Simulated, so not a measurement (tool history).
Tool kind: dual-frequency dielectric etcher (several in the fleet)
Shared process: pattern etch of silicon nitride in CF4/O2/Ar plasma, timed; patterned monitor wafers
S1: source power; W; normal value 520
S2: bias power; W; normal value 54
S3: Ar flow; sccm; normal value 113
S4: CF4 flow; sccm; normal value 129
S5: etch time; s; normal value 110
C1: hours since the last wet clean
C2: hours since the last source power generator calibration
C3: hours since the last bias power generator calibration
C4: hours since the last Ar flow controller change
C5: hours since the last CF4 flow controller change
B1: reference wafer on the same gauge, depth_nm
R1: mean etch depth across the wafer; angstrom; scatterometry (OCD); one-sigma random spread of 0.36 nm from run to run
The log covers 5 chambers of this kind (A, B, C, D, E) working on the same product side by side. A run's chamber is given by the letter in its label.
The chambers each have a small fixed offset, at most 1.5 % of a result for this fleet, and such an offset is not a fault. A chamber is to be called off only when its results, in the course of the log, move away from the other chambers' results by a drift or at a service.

run,hour,S1,S2,S3,S4,S5,C1,C2,C3,C4,C5,B1,R1
1A,11.4,520,54,113,129,110,495.4,753.4,2961.5,2121.8,1486.9,246.95,2263.0
2B,20.9,520,54,113,129,110,242.1,1013.1,227.5,1093.6,1434.8,246.95,2237.3
3C,27.0,520,54,113,129,110,250.6,2903.7,493.6,2879.0,388.1,246.99,2266.2
4D,39.1,520,54,113,129,110,342.1,351.8,2398.0,538.2,248.4,246.76,2249.2
# hour 40.9: chamber A: wet clean of the chamber
# hour 46.9: chamber C: source power generator calibrated
5E,51.1,520,65,101,129,110,295.9,323.9,127.7,1481.0,2809.7,246.86,2480.3
6B,63.4,520,65,101,129,110,284.6,1055.6,270.0,1136.1,1477.3,246.78,2426.0
7A,77.2,520,65,101,129,110,36.3,819.2,3027.3,2187.6,1552.7,246.71,2450.0
8E,90.4,520,65,101,129,110,335.2,363.2,167.0,1520.3,2849.0,246.61,2483.2
9C,103.7,520,65,101,129,110,327.3,56.8,570.3,2955.7,464.8,246.65,2463.4
10D,112.5,520,54,113,129,110,415.5,425.2,2471.4,611.6,321.8,246.63,2243.4
# hour 116.9: chamber C: Ar flow controller replaced
11C,120.5,520,54,113,129,110,344.1,73.6,587.1,3.7,481.6,246.55,2265.7
12B,127.9,520,54,113,129,128,349.1,1120.1,334.5,1200.6,1541.8,246.56,2604.6
13D,136.3,520,54,113,129,128,439.3,449.0,2495.2,635.4,345.6,246.57,2616.6
14A,142.8,520,54,113,129,128,101.9,884.8,3092.9,2253.2,1618.3,246.47,2627.1
15E,154.4,520,54,113,129,128,399.2,427.2,231.0,1584.3,2913.0,246.30,2651.6
# hour 162.1: chamber D: wet clean of the chamber
# hour 163.0: chamber E: wet clean of the chamber
16E,163.2,520,54,113,129,128,0.2,436.0,239.8,1593.1,2921.8,246.43,2666.0
# hour 167.6: chamber A: Ar flow controller replaced
17B,177.4,520,62,113,115,110,398.6,1169.6,384.0,1250.1,1591.3,246.29,2333.6
18C,188.4,520,62,113,115,110,412.0,141.5,655.0,71.6,549.5,246.30,2345.0
19D,201.0,520,62,113,115,110,39.0,513.7,2559.9,700.1,410.3,246.24,2336.9
20A,213.1,520,62,113,115,110,172.2,955.1,3163.2,45.5,1688.6,246.23,2340.5
21A,223.7,520,62,113,115,110,182.8,965.7,3173.8,56.1,1699.2,246.21,2343.3
22E,235.4,520,54,113,129,126,72.4,508.2,312.0,1665.3,2994.0,246.13,2609.0
23B,243.2,520,54,113,129,126,464.4,1235.4,449.8,1315.9,1657.1,246.15,2564.7
24C,250.0,520,54,113,129,126,473.6,203.1,716.6,133.2,611.1,246.11,2588.0
25D,256.3,520,54,113,129,126,94.3,569.0,2615.2,755.4,465.6,245.98,2566.4
26D,265.2,520,54,113,129,126,103.2,577.9,2624.1,764.3,474.5,245.96,2575.5
27A,272.7,590,65,113,129,110,231.8,1014.7,3222.8,105.1,1748.2,245.94,2699.1
28B,286.6,590,65,113,129,110,507.8,1278.8,493.2,1359.3,1700.5,245.96,2662.1
29E,298.3,590,65,113,129,110,135.3,571.1,374.9,1728.2,3056.9,245.86,2730.3
30C,311.5,590,65,113,129,110,535.1,264.6,778.1,194.7,672.6,246.01,2701.8
# hour 316.0: chamber C: wet clean of the chamber
31E,318.7,590,65,113,129,110,155.7,591.5,395.3,1748.6,3077.3,245.80,2728.1
32A,331.2,520,54,113,129,110,290.3,1073.2,3281.3,163.6,1806.7,245.80,2249.5
33D,337.4,520,54,113,129,110,175.4,650.1,2696.3,836.5,546.7,245.72,2236.4
# hour 347.4: chamber B: wet clean of the chamber
34B,350.5,520,54,113,129,110,3.2,1342.7,557.1,1423.2,1764.4,245.78,2230.5
35C,357.4,520,54,113,129,110,41.5,310.5,824.0,240.6,718.5,245.65,2253.7
36D,369.1,520,54,113,129,110,207.1,681.8,2728.0,868.2,578.4,245.59,2241.0
37E,377.5,520,54,113,129,110,214.5,650.3,454.1,1807.4,3136.1,245.66,2280.6
38A,390.8,520,61,113,129,110,349.9,1132.8,3340.9,223.2,1866.3,245.58,2349.2
39B,400.7,520,61,113,129,110,53.4,1392.9,607.3,1473.4,1814.6,245.57,2335.4
40C,407.8,520,61,113,129,110,91.9,360.9,874.4,291.0,768.9,245.51,2361.0
41B,418.4,520,61,113,129,110,71.1,1410.6,625.0,1491.1,1832.3,245.42,2330.9
42D,432.2,520,61,113,129,110,270.2,744.9,2791.1,931.3,641.5,245.48,2340.6

Is one chamber out of step, is the gauge drifting, or do the chambers differ by no more than their own small offsets? For an off chamber, give its letter and the likeliest cause.

Every chamber seems to shift together because the gauge that measures them all drifts; the chambers themselves are fine.
What lies behind it: gauge reads low (%) = 0.653.

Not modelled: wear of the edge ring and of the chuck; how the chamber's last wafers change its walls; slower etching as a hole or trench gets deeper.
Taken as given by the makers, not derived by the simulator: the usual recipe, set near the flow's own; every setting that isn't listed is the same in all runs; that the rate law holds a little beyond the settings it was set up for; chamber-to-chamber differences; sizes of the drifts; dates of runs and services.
